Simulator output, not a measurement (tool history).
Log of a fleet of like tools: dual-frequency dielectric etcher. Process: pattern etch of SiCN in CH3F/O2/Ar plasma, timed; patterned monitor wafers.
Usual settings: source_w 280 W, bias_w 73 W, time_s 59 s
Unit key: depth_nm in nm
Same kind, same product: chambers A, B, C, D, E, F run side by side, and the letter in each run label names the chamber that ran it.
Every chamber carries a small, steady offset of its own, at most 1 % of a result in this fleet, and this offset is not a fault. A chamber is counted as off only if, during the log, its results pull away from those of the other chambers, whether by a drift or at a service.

run	hour	source_w	bias_w	time_s	read-back reference wafer on the same gauge, depth_nm	depth_nm
1E	11.5	280	73	59	19.709	19.434
2A	18.2	280	73	59	19.71	19.434
3B	25.4	280	73	59	19.693	19.555
4D	32.5	280	73	59	19.696	19.525
5C	40	280	73	59	19.694	19.477
6F	50.2	280	73	59	19.695	19.717
7E	56.3	280	64	52	19.71	16.235
8B	65.3	280	64	52	19.69	16.303
9D	75.1	280	64	52	19.695	16.41
10F	83.9	280	64	52	19.703	16.511
11A	95.2	280	64	52	19.701	16.396
12C	101.8	280	64	52	19.689	16.388
13F	108.9	280	73	59	19.723	19.633
14C	117.6	280	73	59	19.71	19.626
15A	128.5	280	73	59	19.708	19.537
16E	133.6	280	73	59	19.69	19.339
17B	140.9	280	73	59	19.681	19.431
# hour 147.2: chamber D: wet clean of the chamber
18D	149.5	280	73	59	19.704	19.006
19B	158.3	280	73	59	19.683	19.39
# hour 163.3: chamber F: wet clean of the chamber
20E	163.5	280	73	59	19.692	19.352
21F	171.1	280	73	59	19.692	19.641
22C	176.8	280	57	59	19.708	17.892
23A	181.8	280	57	59	19.683	17.889
# hour 188.1: chamber A: wet clean of the chamber
24D	190.2	280	57	59	19.699	17.316
25D	197	280	57	59	19.69	17.436
26E	206.5	280	57	59	19.685	17.76
27F	213.3	280	57	59	19.712	17.944
28B	224.6	280	73	59	19.71	19.447
29C	235.5	280	73	43	19.714	14.305
# hour 240.4: chamber C: wet clean of the chamber
30A	245.3	280	73	43	19.687	14.047
31E	256.3	280	73	43	19.686	14.128
32A	266.5	280	73	43	19.704	14.173
33C	275.1	280	73	43	19.705	14.209
34B	280.7	280	73	43	19.704	14.189
35F	288	280	73	59	19.688	19.515
36D	293.4	280	73	59	19.71	18.918
37E	303.8	280	73	59	19.706	19.484
38C	315	280	73	59	19.686	19.491
39B	321	280	73	59	19.7	19.468
40F	330.8	280	73	59	19.684	19.536
41D	339	320	66	59	19.703	19.189
42A	345.1	320	66	59	19.695	19.595

Is one chamber off against the others, does the gauge drift, or is nothing wrong? If a chamber is off, say which, and what the likeliest cause is.

Chamber D has stood off from the others ever since a service on it.
Most likely cause: etch rate under this chamber's usual, % = 3.15.

Which of the 4 candidates below, each the usual settings with something changed and its results left as question marks, puts chamber D back in line with what the other chambers give on the usual settings?
A result is in line if it is within this distance of the other chambers' mean on the usual settings: depth_nm 0.27 nm
43D-1	353.4	280	73	57.5		?
43D-2	353.4	280	84	59		?
43D-3	353.4	280	62	59		?
43D-4	353.4	280	73	60.5		?

Other chambers, usual settings, mean: depth_nm 19.468 nm
run	depth_nm
43D-1	18.413
43D-2	19.9
43D-3	17.816
43D-4	19.373
It is 43D-4 that realigns the chamber with its peers.
